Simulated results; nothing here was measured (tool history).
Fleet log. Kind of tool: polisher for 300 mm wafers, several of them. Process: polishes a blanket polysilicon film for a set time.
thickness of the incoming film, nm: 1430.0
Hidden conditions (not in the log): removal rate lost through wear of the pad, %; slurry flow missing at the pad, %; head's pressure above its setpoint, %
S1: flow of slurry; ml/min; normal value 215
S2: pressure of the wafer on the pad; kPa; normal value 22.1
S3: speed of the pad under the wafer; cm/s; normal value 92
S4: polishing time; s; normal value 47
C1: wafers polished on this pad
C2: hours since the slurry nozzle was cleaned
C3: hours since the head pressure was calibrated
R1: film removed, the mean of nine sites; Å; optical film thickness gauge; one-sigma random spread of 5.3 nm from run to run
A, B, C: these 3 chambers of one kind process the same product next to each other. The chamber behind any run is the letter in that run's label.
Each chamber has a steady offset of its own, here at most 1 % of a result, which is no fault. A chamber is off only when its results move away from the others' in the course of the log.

run 1B hour=12.9 | S1=215 S2=22.1 S3=92 S4=47 | C1=414 C2=383.7 C3=820.7 | R1=4610.2
run 2A hour=19.6 | S1=215 S2=22.1 S3=92 S4=47 | C1=1091 C2=61.6 C3=199.3 | R1=4554.5
run 3C hour=34.1 | S1=215 S2=22.1 S3=92 S4=47 | C1=423 C2=153.7 C3=704.2 | R1=4576.7
-- hour=35.8 chamber A: worn pad replaced by a new one
-- hour=45.0 chamber C: worn pad replaced by a new one
run 4A hour=48.9 | S1=215 S2=22.1 S3=92 S4=47 | C1=148 C2=90.9 C3=228.6 | R1=4655.2
run 5C hour=60.3 | S1=215 S2=22.1 S3=92 S4=47 | C1=172 C2=179.9 C3=730.4 | R1=4527.8
run 6B hour=68.1 | S1=215 S2=22.1 S3=92 S4=47 | C1=1034 C2=438.9 C3=875.9 | R1=4554.8
run 7C hour=77.0 | S1=215 S2=22.1 S3=92 S4=47 | C1=360 C2=196.6 C3=747.1 | R1=4620.4
-- hour=87.9 chamber B: worn pad replaced by a new one
run 8B hour=88.3 | S1=215 S2=22.1 S3=92 S4=47 | C1=5 C2=459.1 C3=896.1 | R1=4605.6
run 9A hour=97.7 | S1=215 S2=22.1 S3=92 S4=47 | C1=696 C2=139.7 C3=277.4 | R1=4552.8
-- hour=101.7 chamber C: worn pad replaced by a new one
run 10A hour=107.1 | S1=215 S2=22.1 S3=92 S4=47 | C1=802 C2=149.1 C3=286.8 | R1=4514.7
run 11B hour=120.4 | S1=215 S2=22.1 S3=92 S4=47 | C1=365 C2=491.2 C3=928.2 | R1=4532.4
run 12C hour=127.2 | S1=215 S2=22.1 S3=92 S4=47 | C1=287 C2=246.8 C3=797.3 | R1=4584.8
run 13B hour=134.4 | S1=215 S2=22.1 S3=92 S4=47 | C1=523 C2=505.2 C3=942.2 | R1=4575.3
run 14C hour=143.4 | S1=215 S2=22.1 S3=92 S4=47 | C1=469 C2=263.0 C3=813.5 | R1=4622.6
-- hour=145.4 chamber A: worn pad replaced by a new one
run 15A hour=153.1 | S1=215 S2=22.1 S3=92 S4=47 | C1=86 C2=195.1 C3=332.8 | R1=4463.7
-- hour=154.2 chamber C: worn pad replaced by a new one
run 16A hour=163.5 | S1=215 S2=22.1 S3=92 S4=47 | C1=203 C2=205.5 C3=343.2 | R1=4593.1
run 17C hour=172.7 | S1=215 S2=22.1 S3=92 S4=47 | C1=208 C2=292.3 C3=842.8 | R1=4513.9
run 18B hour=181.4 | S1=215 S2=22.1 S3=92 S4=47 | C1=1051 C2=552.2 C3=989.2 | R1=4466.0
run 19A hour=189.4 | S1=215 S2=22.1 S3=92 S4=47 | C1=494 C2=231.4 C3=369.1 | R1=4588.3
run 20C hour=202.3 | S1=215 S2=22.1 S3=92 S4=47 | C1=540 C2=321.9 C3=872.4 | R1=4542.0
-- hour=204.7 chamber C: worn pad replaced by a new one
-- hour=209.1 chamber B: head pressure recalibrated
-- hour=213.4 chamber B: worn pad replaced by a new one
run 21B hour=214.6 | S1=215 S2=22.1 S3=92 S4=47 | C1=13 C2=585.4 C3=5.5 | R1=4547.7
run 22B hour=226.6 | S1=215 S2=22.1 S3=92 S4=47 | C1=148 C2=597.4 C3=17.5 | R1=4435.4
-- hour=238.0 chamber B: slurry nozzle cleaned
run 23C hour=238.6 | S1=215 S2=22.1 S3=92 S4=47 | C1=381 C2=358.2 C3=908.7 | R1=4510.0
-- hour=244.6 chamber A: worn pad replaced by a new one
-- hour=246.3 chamber A: slurry nozzle cleaned
run 24A hour=253.2 | S1=215 S2=22.1 S3=92 S4=47 | C1=96 C2=7.0 C3=432.9 | R1=4516.4
-- hour=253.6 chamber C: worn pad replaced by a new one
run 25B hour=260.1 | S1=215 S2=22.1 S3=108 S4=47 | C1=525 C2=22.1 C3=51.0 | R1=5410.1
run 26C hour=267.2 | S1=215 S2=22.1 S3=108 S4=47 | C1=153 C2=386.8 C3=937.3 | R1=5424.4
run 27A hour=276.4 | S1=215 S2=22.1 S3=108 S4=47 | C1=357 C2=30.2 C3=456.1 | R1=5374.9

Read the log: is a single chamber off, either drifting away or since a service, is the gauge that measures every chamber drifting, or is nothing wrong beyond small per-chamber offsets? Name any odd chamber and what most likely caused it.

The fleet is healthy, with each chamber sitting at its usual small offset and no drift in the gauge.
